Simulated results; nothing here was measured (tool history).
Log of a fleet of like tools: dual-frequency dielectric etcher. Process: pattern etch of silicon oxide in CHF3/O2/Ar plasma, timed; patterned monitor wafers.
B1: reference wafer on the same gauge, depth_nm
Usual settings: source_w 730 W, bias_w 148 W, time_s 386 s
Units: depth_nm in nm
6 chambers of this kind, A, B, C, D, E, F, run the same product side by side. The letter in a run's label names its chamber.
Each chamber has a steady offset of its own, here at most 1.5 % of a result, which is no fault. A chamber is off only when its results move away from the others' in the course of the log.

run 1F hour=8.1 | source_w=730 bias_w=148 time_s=386 | B1=632.55 | depth_nm=770.22
run 2B hour=22.7 | source_w=730 bias_w=148 time_s=386 | B1=632.86 | depth_nm=765.53
run 3C hour=29.3 | source_w=730 bias_w=148 time_s=386 | B1=632.84 | depth_nm=769.29
run 4E hour=35.6 | source_w=730 bias_w=148 time_s=386 | B1=633.05 | depth_nm=769.14
run 5D hour=47 | source_w=730 bias_w=148 time_s=386 | B1=632.99 | depth_nm=776.72
run 6A hour=54.5 | source_w=730 bias_w=148 time_s=386 | B1=633 | depth_nm=769.05
run 7B hour=66.6 | source_w=730 bias_w=148 time_s=386 | B1=632.77 | depth_nm=762.28
run 8F hour=80.3 | source_w=730 bias_w=148 time_s=386 | B1=632.74 | depth_nm=770.05
run 9A hour=88 | source_w=730 bias_w=148 time_s=386 | B1=633.02 | depth_nm=773.1
run 10C hour=99.8 | source_w=730 bias_w=148 time_s=386 | B1=632.86 | depth_nm=768.76
run 11E hour=111.5 | source_w=730 bias_w=148 time_s=386 | B1=632.9 | depth_nm=768.95
run 12D hour=119.5 | source_w=730 bias_w=148 time_s=386 | B1=632.62 | depth_nm=773.14
run 13E hour=126 | source_w=730 bias_w=148 time_s=386 | B1=633.02 | depth_nm=769.32
run 14C hour=134.6 | source_w=730 bias_w=148 time_s=386 | B1=632.66 | depth_nm=766.17
run 15A hour=147.2 | source_w=730 bias_w=148 time_s=386 | B1=633.01 | depth_nm=766.15
run 16D hour=159.3 | source_w=620 bias_w=148 time_s=468 | B1=632.55 | depth_nm=885.21
-- hour=164.2 chamber F: bias power generator calibrated
run 17B hour=169.7 | source_w=620 bias_w=148 time_s=468 | B1=632.79 | depth_nm=866.99
-- hour=171.7 chamber D: wet clean of the chamber
run 18F hour=177.6 | source_w=620 bias_w=148 time_s=468 | B1=633.11 | depth_nm=877.17
run 19A hour=190.6 | source_w=620 bias_w=148 time_s=468 | B1=632.85 | depth_nm=873.1
-- hour=192.2 chamber A: wet clean of the chamber
-- hour=198.5 chamber B: wet clean of the chamber
run 20E hour=202.7 | source_w=620 bias_w=148 time_s=468 | B1=632.96 | depth_nm=873.06
run 21D hour=214.8 | source_w=620 bias_w=148 time_s=468 | B1=632.49 | depth_nm=902.66
run 22F hour=221.6 | source_w=730 bias_w=148 time_s=386 | B1=632.97 | depth_nm=774.72
-- hour=231.9 chamber E: source power generator calibrated
run 23B hour=233.1 | source_w=730 bias_w=148 time_s=386 | B1=632.81 | depth_nm=763.78
run 24C hour=241.7 | source_w=730 bias_w=148 time_s=386 | B1=633.33 | depth_nm=770.37
run 25F hour=254.3 | source_w=730 bias_w=148 time_s=386 | B1=633.23 | depth_nm=771.9
run 26D hour=265.6 | source_w=730 bias_w=148 time_s=386 | B1=632.92 | depth_nm=789.19
run 27B hour=277.4 | source_w=860 bias_w=148 time_s=386 | B1=632.58 | depth_nm=814.83
run 28A hour=289.5 | source_w=860 bias_w=148 time_s=386 | B1=633.16 | depth_nm=827.67
run 29E hour=298.9 | source_w=860 bias_w=148 time_s=386 | B1=632.78 | depth_nm=822.6
run 30C hour=309.7 | source_w=860 bias_w=148 time_s=386 | B1=632.98 | depth_nm=820.84
-- hour=315.4 chamber E: wet clean of the chamber
run 31E hour=321.3 | source_w=860 bias_w=148 time_s=386 | B1=633.29 | depth_nm=826.61
run 32F hour=334.8 | source_w=860 bias_w=148 time_s=386 | B1=632.77 | depth_nm=820.78
run 33D hour=349.3 | source_w=730 bias_w=148 time_s=386 | B1=632.75 | depth_nm=793.31
run 34B hour=357 | source_w=730 bias_w=148 time_s=386 | B1=633.06 | depth_nm=760.51
run 35A hour=365.7 | source_w=730 bias_w=148 time_s=386 | B1=632.87 | depth_nm=773.21
-- hour=371.4 chamber C: wet clean of the chamber
run 36C hour=380.1 | source_w=880 bias_w=148 time_s=305 | B1=633.54 | depth_nm=653.29
run 37F hour=390.7 | source_w=880 bias_w=148 time_s=305 | B1=633.11 | depth_nm=656.2
run 38C hour=403.1 | source_w=880 bias_w=148 time_s=305 | B1=632.82 | depth_nm=652.65

Is one chamber off against the others, does the gauge drift, or is nothing wrong? If a chamber is off, say which, and what the likeliest cause is.

A service left chamber D off against the others.
Cause: etch rate over this chamber's usual, % = 2.11.

Here are 4 candidates for chamber D's next run, each the usual settings with a change, their results left as question marks. Which one brings its results back in line with what the others give on the usual settings?
In line means no further than this from the other chambers' mean on the usual settings: depth_nm 7.6 nm
run 39D-1 hour=413.5 | source_w=740 bias_w=149 time_s=401 | depth_nm=?
run 39D-2 hour=413.5 | source_w=700 bias_w=143 time_s=386 | depth_nm=?
run 39D-3 hour=413.5 | source_w=730 bias_w=161 time_s=386 | depth_nm=?
run 39D-4 hour=413.5 | source_w=680 bias_w=139 time_s=386 | depth_nm=?

The other chambers' mean on the usual settings: depth_nm 769.31 nm
run=39D-1 depth_nm=826.68
run=39D-2 depth_nm=768.92
run=39D-3 depth_nm=811.52
run=39D-4 depth_nm=753.65
39D-2 brings the chamber back in line.

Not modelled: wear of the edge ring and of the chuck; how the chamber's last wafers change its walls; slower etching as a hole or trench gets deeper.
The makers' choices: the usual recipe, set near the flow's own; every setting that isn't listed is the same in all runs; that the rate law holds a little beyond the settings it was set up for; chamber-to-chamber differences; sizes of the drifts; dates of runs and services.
